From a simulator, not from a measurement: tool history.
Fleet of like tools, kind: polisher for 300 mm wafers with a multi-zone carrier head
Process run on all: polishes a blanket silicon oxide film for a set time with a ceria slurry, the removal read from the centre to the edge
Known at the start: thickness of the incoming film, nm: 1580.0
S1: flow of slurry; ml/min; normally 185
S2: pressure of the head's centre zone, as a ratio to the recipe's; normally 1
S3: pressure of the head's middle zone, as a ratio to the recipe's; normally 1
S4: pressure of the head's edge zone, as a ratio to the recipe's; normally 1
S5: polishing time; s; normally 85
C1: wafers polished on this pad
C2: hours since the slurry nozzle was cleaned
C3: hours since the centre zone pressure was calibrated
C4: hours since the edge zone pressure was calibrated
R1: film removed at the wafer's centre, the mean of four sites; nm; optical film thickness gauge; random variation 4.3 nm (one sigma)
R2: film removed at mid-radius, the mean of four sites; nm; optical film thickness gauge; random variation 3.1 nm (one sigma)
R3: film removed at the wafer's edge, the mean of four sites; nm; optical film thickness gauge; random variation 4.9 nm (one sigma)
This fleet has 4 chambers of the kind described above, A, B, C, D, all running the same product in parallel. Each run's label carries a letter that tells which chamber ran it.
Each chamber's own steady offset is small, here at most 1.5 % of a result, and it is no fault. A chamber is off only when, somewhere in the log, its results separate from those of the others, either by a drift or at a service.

Run 1B, day 0.346: usual settings; C1 1003; C2 617.4; C3 589.3; C4 738.5. Result: R1 381.08 nm, R2 374.24 nm, R3 376.49 nm.
At day 0.462: chamber D: slurry nozzle cleaned.
Run 2D, day 0.512: usual settings; C1 856; C2 1.3; C3 372.9; C4 372.1. Result: R1 381.73 nm, R2 374.7 nm, R3 388.39 nm.
At day 0.767: chamber C: slurry nozzle cleaned.
Run 3C, day 0.775: usual settings; C1 867; C2 0.3; C3 107.2; C4 150.4. Result: R1 375.86 nm, R2 379.04 nm, R3 382.51 nm.
Run 4A, day 0.958: usual settings; C1 655; C2 520.4; C3 165; C4 270.5. Result: R1 374.85 nm, R2 374.03 nm, R3 386.26 nm.
At day 1.108: chamber B: worn pad replaced by a new one.
Run 5A, day 1.142: usual settings; C1 688; C2 524.8; C3 169.4; C4 274.9. Result: R1 379.7 nm, R2 378.85 nm, R3 386.25 nm.
At day 1.304: chamber A: worn pad replaced by a new one.
Run 6B, day 1.462: usual settings; C1 64; C2 644.2; C3 616.1; C4 765.3. Result: R1 377.54 nm, R2 374.61 nm, R3 384.94 nm.
Run 7C, day 1.717: usual settings; C1 1038; C2 22.9; C3 129.8; C4 173. Result: R1 380.09 nm, R2 377.75 nm, R3 374.1 nm.
Run 8D, day 2.025: usual settings; C1 1130; C2 37.6; C3 409.2; C4 408.4. Result: R1 384.96 nm, R2 379.81 nm, R3 383.63 nm.
Run 9A, day 2.192: usual settings; C1 161; C2 550; C3 194.6; C4 300.1. Result: R1 379.47 nm, R2 374.47 nm, R3 377.27 nm.
Run 10B, day 2.546: usual settings; C1 260; C2 670.2; C3 642.1; C4 791.3. Result: R1 380.22 nm, R2 375.59 nm, R3 385.88 nm.
Run 11C, day 2.862: usual settings; C1 1246; C2 50.4; C3 157.3; C4 200.5. Result: R1 374.46 nm, R2 373.38 nm, R3 381.69 nm.
At day 2.992: chamber C: worn pad replaced by a new one.
Run 12D, day 3.096: usual settings but S3 0.94, S4 0.92; C1 1325; C2 63.3; C3 434.9; C4 434.1. Result: R1 376 nm, R2 355.81 nm, R3 358.68 nm.
At day 3.35: chamber A: edge zone pressure recalibrated.
Run 13A, day 3.358: usual settings but S3 0.94, S4 0.92; C1 372; C2 578; C3 222.6; C4 0.3. Result: R1 374.13 nm, R2 351.32 nm, R3 360.5 nm.
Run 14D, day 3.604: usual settings but S3 0.94, S4 0.92; C1 1417; C2 75.5; C3 447.1; C4 446.3. Result: R1 378.03 nm, R2 356.44 nm, R3 363.6 nm.
Run 15B, day 3.896: usual settings but S3 0.94, S4 0.92; C1 505; C2 702.6; C3 674.5; C4 823.7. Result: R1 373.82 nm, R2 360.63 nm, R3 364.45 nm.
Run 16C, day 4.121: usual settings; C1 204; C2 80.6; C3 187.5; C4 230.7. Result: R1 376.9 nm, R2 373.9 nm, R3 376.9 nm.
Run 17A, day 4.383: usual settings; C1 558; C2 602.6; C3 247.2; C4 24.9. Result: R1 383.6 nm, R2 376.54 nm, R3 382.49 nm.
At day 4.396: chamber D: centre zone pressure recalibrated.
Run 18D, day 4.725: usual settings; C1 1620; C2 102.4; C3 7.9; C4 473.2. Result: R1 376.38 nm, R2 370.41 nm, R3 375.27 nm.
Run 19B, day 4.971: usual settings; C1 700; C2 728.4; C3 700.3; C4 849.5. Result: R1 377.34 nm, R2 381.8 nm, R3 381.9 nm.
At day 5.183: chamber B: slurry nozzle cleaned.
Run 20C, day 5.304: usual settings; C1 419; C2 109; C3 215.9; C4 259.1. Result: R1 377.81 nm, R2 378.89 nm, R3 382.17 nm.
Run 21B, day 5.512: usual settings; C1 798; C2 8; C3 713.3; C4 862.5. Result: R1 379.67 nm, R2 383.35 nm, R3 388.23 nm.
At day 5.633: chamber A: worn pad replaced by a new one.
Run 22D, day 5.858: usual settings; C1 1826; C2 129.6; C3 35.1; C4 500.4. Result: R1 364.09 nm, R2 363.65 nm, R3 374.91 nm.
Run 23C, day 6.029: usual settings; C1 550; C2 126.4; C3 233.3; C4 276.5. Result: R1 374.74 nm, R2 371.37 nm, R3 380.23 nm.
Run 24A, day 6.3: usual settings; C1 120; C2 648.6; C3 293.2; C4 70.9. Result: R1 379.14 nm, R2 371.35 nm, R3 377.74 nm.
Run 25D, day 6.638: usual settings; C1 1967; C2 148.3; C3 53.8; C4 519.1. Result: R1 355.42 nm, R2 361.23 nm, R3 357.3 nm.
Run 26C, day 6.933: usual settings; C1 714; C2 148.1; C3 255; C4 298.2. Result: R1 372.11 nm, R2 380.08 nm, R3 379.12 nm.
Run 27B, day 7.167: usual settings; C1 1098; C2 47.7; C3 753; C4 902.2. Result: R1 380.54 nm, R2 380.3 nm, R3 385.46 nm.
Run 28A, day 7.35: usual settings; C1 311; C2 673.8; C3 318.4; C4 96.1. Result: R1 373.44 nm, R2 376.56 nm, R3 379.95 nm.
Run 29A, day 7.608: usual settings but S5 75 s; C1 358; C2 680; C3 324.6; C4 102.3. Result: R1 338.36 nm, R2 334.8 nm, R3 335.87 nm.

Which is it: a chamber that has drifted or been left off by a service, a gauge drift common to all chambers, or only each chamber's usual small offset? If a chamber is off, name it and its likeliest cause.

Chamber D drifts away from the others.
Cause: removal rate lost through wear of the pad, % = 6.38.
The log might look much the same if the cause were instead: slurry flow missing at the pad, %.

Which of the 4 candidates below, each the usual settings with something changed and its results left as question marks, puts chamber D back in line with what the other chambers give on the usual settings?
Counts as in line when no further than this from what the other chambers average on the usual settings: R1 15 nm; R2 11 nm; R3 17 nm
Run 30D-1, day 7.862: usual settings but S1 180 ml/min, S4 0.99, S5 75 s. Result: R1 ?, R2 ?, R3 ?.
Run 30D-2, day 7.862: usual settings but S5 90 s. Result: R1 ?, R2 ?, R3 ?.
Run 30D-3, day 7.862: usual settings but S1 190 ml/min, S4 1.01, S5 96 s. Result: R1 ?, R2 ?, R3 ?.
Run 30D-4, day 7.862: usual settings but S5 80 s. Result: R1 ?, R2 ?, R3 ?.

Mean of the other chambers on the usual settings: R1 378.21 nm; R2 377.14 nm; R3 381.82 nm
  run      R1      R2      R3
30D-1  310.35   312.6  315.66
30D-2  374.29  376.78  382.05
30D-3  401.14  403.59  410.95
30D-4   332.7  334.92   339.6
The right change is 30D-2: it brings the chamber back within the allowed miss of the others.

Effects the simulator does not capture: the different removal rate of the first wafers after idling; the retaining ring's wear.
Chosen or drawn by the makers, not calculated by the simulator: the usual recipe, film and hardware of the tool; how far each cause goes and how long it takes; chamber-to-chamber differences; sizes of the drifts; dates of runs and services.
